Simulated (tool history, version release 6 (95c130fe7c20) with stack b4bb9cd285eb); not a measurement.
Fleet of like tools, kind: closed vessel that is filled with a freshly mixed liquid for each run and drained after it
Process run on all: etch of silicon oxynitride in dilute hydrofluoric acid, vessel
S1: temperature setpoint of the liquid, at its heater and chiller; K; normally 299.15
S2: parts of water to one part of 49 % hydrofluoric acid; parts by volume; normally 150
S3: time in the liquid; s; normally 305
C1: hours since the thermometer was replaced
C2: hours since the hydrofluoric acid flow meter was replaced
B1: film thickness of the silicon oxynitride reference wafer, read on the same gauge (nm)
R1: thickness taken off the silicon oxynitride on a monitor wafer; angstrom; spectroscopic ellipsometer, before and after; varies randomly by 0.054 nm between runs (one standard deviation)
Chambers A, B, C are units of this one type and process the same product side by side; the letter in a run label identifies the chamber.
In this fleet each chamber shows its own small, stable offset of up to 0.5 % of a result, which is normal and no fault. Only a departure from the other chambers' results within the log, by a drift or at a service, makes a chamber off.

run	hour	S1	S2	S3	C1	C2	B1	R1
1C	7.0	299.15	150	305	495.5	1228.6	60.002	82.925
2A	13.4	299.15	150	305	1236.4	44.6	60.019	84.189
3B	19.5	299.15	150	305	378.9	1032.4	59.997	83.777
4A	24.1	299.15	150	305	1247.1	55.3	60.002	84.363
5B	29.3	299.15	150	305	388.7	1042.2	60.002	84.314
6C	36.4	299.15	150	305	524.9	1258.0	59.989	82.837
7B	39.8	299.15	150	305	399.2	1052.7	59.986	84.634
8C	44.6	299.15	150	305	533.1	1266.2	60.008	82.612
9A	49.9	299.15	150	305	1272.9	81.1	59.990	83.188
10B	55.4	299.15	150	305	414.8	1068.3	60.003	83.899
11A	61.4	299.15	150	305	1284.4	92.6	60.006	83.717
12C	66.2	299.15	150	305	554.7	1287.8	60.002	83.729
13C	70.8	299.15	150	305	559.3	1292.4	59.982	83.870
14A	74.7	299.15	150	305	1297.7	105.9	60.015	83.568
15B	80.0	299.15	215	305	439.4	1092.9	59.996	55.325
16B	86.8	299.15	215	305	446.2	1099.7	60.012	55.737
17C	91.3	299.15	215	305	579.8	1312.9	59.989	56.076
18A	97.0	299.15	150	305	1320.0	128.2	59.991	83.678
19C	103.9	299.15	150	305	592.4	1325.5	59.992	84.918
20A	107.5	299.15	150	305	1330.5	138.7	59.997	83.243
21B	114.0	299.15	205	200	473.4	1126.9	59.997	38.291
22A	119.4	299.15	205	200	1342.4	150.6	60.000	38.473
23B	125.5	299.15	205	200	484.9	1138.4	59.972	38.507
24C	129.4	299.15	150	305	617.9	1351.0	60.022	86.082
25C	134.5	299.15	150	305	623.0	1356.1	60.009	86.857
26B	139.7	299.15	150	305	499.1	1152.6	59.975	83.072
27A	143.1	299.15	150	305	1366.1	174.3	60.015	83.906
28B	148.1	299.15	95	305	507.5	1161.0	60.013	138.030
29A	154.8	299.15	95	305	1377.8	186.0	59.994	138.320
30C	160.9	299.15	95	305	649.4	1382.5	59.995	146.040
31A	165.3	299.15	150	305	1388.3	196.5	60.022	82.892
32B	170.6	299.15	150	305	530.0	1183.5	60.011	83.727
33C	176.2	299.15	150	305	664.7	1397.8	59.993	89.137
34C	182.0	299.15	150	305	670.5	1403.6	60.003	89.020
35B	189.6	299.15	150	305	549.0	1202.5	60.004	82.993

The same settings go to every chamber for the next run, one line per chamber below. Forecast the results for each:
36A	195.1	299.15	150	305				?
36B	195.1	299.15	150	305				?
36C	195.1	299.15	150	305				?

run	R1
36A	83.810
36B	83.085
36C	90.068
